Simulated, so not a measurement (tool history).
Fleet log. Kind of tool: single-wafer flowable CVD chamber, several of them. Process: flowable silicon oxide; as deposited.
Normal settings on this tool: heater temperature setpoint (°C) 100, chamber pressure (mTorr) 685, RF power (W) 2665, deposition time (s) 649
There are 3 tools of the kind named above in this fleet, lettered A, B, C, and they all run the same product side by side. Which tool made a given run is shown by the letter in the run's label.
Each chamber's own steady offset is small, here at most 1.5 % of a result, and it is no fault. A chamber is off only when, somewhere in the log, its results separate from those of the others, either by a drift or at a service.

| run | hour | heater temperature setpoint (°C) | chamber pressure (mTorr) | RF power (W) | deposition time (s) | hours since the last thermocouple change | hours since the last RF generator calibration | hours since the last manometer calibration | read-back reference wafer on the same gauge, thickness_nm | mean film thickness on the monitor wafer (nm) |
|---|---|---|---|---|---|---|---|---|---|---|
| 1B | 4.0 | 100 | 685 | 2665 | 649 | 1352.3 | 943.3 | 1249.9 | 357.08 | 341.31 |
| 2C | 10.3 | 100 | 685 | 2665 | 649 | 955.7 | 1820.1 | 1185.4 | 356.71 | 335.05 |
| 3A | 13.7 | 100 | 685 | 2665 | 649 | 1064.7 | 1129.8 | 2788.9 | 357.17 | 333.77 |
| 4C | 18.2 | 100 | 685 | 2665 | 649 | 963.6 | 1828.0 | 1193.3 | 356.95 | 333.87 |
| 5A | 21.8 | 100 | 685 | 2665 | 649 | 1072.8 | 1137.9 | 2797.0 | 356.75 | 334.52 |
| 6B | 26.7 | 100 | 685 | 2145 | 582 | 1375.0 | 966.0 | 1272.6 | 356.96 | 296.21 |
| 7B | 30.4 | 100 | 685 | 2145 | 582 | 1378.7 | 969.7 | 1276.3 | 357.26 | 296.30 |
| 8A | 36.4 | 100 | 685 | 2145 | 582 | 1087.4 | 1152.5 | 2811.6 | 356.55 | 289.00 |
| 9C | 40.1 | 100 | 685 | 2665 | 649 | 985.5 | 1849.9 | 1215.2 | 357.45 | 333.46 |
| 10B | 45.6 | 100 | 685 | 2665 | 649 | 1393.9 | 984.9 | 1291.5 | 357.01 | 339.83 |
| 11C | 51.6 | 100 | 685 | 2665 | 649 | 997.0 | 1861.4 | 1226.7 | 356.76 | 333.85 |
| 12A | 55.6 | 100 | 685 | 2665 | 649 | 1106.6 | 1171.7 | 2830.8 | 356.97 | 333.42 |
| 13C | 60.4 | 100 | 685 | 2665 | 649 | 1005.8 | 1870.2 | 1235.5 | 356.85 | 332.60 |
|  | 65.5 | chamber C: capacitance manometer re-zeroed and calibrated |
| 14A | 66.4 | 100 | 685 | 2665 | 649 | 1117.4 | 1182.5 | 2841.6 | 357.17 | 335.59 |
| 15B | 71.6 | 100 | 685 | 2665 | 649 | 1419.9 | 1010.9 | 1317.5 | 356.97 | 342.14 |
|  | 75.8 | chamber B: thermocouple changed; heater temperature recalibrated |
| 16B | 78.1 | 100 | 685 | 2665 | 649 | 2.4 | 1017.4 | 1324.0 | 356.97 | 354.15 |
| 17A | 83.7 | 100 | 685 | 2665 | 649 | 1134.7 | 1199.8 | 2858.9 | 356.84 | 336.33 |
| 18C | 88.7 | 100 | 685 | 2665 | 649 | 1034.1 | 1898.5 | 23.3 | 356.77 | 333.35 |
| 19C | 94.7 | 100 | 685 | 2665 | 603 | 1040.1 | 1904.5 | 29.3 | 357.21 | 310.22 |
| 20B | 101.2 | 100 | 685 | 2665 | 603 | 25.5 | 1040.5 | 1347.1 | 357.10 | 328.10 |
| 21A | 104.6 | 100 | 685 | 2665 | 603 | 1155.6 | 1220.7 | 2879.8 | 357.01 | 309.37 |
| 22A | 111.0 | 100 | 685 | 2665 | 649 | 1162.0 | 1227.1 | 2886.2 | 357.36 | 332.54 |
| 23B | 118.2 | 100 | 685 | 2665 | 649 | 42.5 | 1057.5 | 1364.1 | 357.16 | 351.94 |
| 24C | 122.0 | 100 | 685 | 2665 | 649 | 1067.4 | 1931.8 | 56.6 | 356.96 | 332.80 |
| 25A | 125.6 | 100 | 685 | 2665 | 649 | 1176.6 | 1241.7 | 2900.8 | 356.87 | 333.33 |
|  | 126.0 | chamber C: thermocouple changed; heater temperature recalibrated |
| 26C | 131.3 | 100 | 685 | 2665 | 649 | 5.3 | 1941.1 | 65.9 | 356.69 | 334.12 |
| 27B | 136.3 | 100 | 685 | 2665 | 649 | 60.6 | 1075.6 | 1382.2 | 356.70 | 350.38 |

Which is it: a chamber that has drifted or been left off by a service, a gauge drift common to all chambers, or only each chamber's usual small offset? If a chamber is off, name it and its likeliest cause.

After it was serviced, chamber B no longer matches the other chambers.
Most likely cause: wafer temperature below the value expected at the setpoint (K) = 1.17.

Below are 4 candidate recipes for chamber B's next run, each the usual settings with a change, their results shown as question marks. Which of them brings B's results back in line with what the other chambers give on the usual settings?
Allowed miss from the other chambers' usual-settings mean, per result, to count as in line: mean film thickness on the monitor wafer (nm) 4.30
| 28B-1 | 141.9 | 100 | 664 | 2660 | 640 |  |  |  |  | ? |
| 28B-2 | 141.9 | 100 | 685 | 2665 | 667 |  |  |  |  | ? |
| 28B-3 | 141.9 | 99 | 693 | 2665 | 653 |  |  |  |  | ? |
| 28B-4 | 141.9 | 100 | 685 | 2655 | 631 |  |  |  |  | ? |

Mean of the other chambers on the usual settings: mean film thickness on the monitor wafer (nm) 334.12
| run | mean film thickness on the monitor wafer (nm) |
|---|---|
| 28B-1 | 334.44 |
| 28B-2 | 363.55 |
| 28B-3 | 373.49 |
| 28B-4 | 343.80 |
The answer is 28B-1, which returns the chamber to within the allowed miss of the others.

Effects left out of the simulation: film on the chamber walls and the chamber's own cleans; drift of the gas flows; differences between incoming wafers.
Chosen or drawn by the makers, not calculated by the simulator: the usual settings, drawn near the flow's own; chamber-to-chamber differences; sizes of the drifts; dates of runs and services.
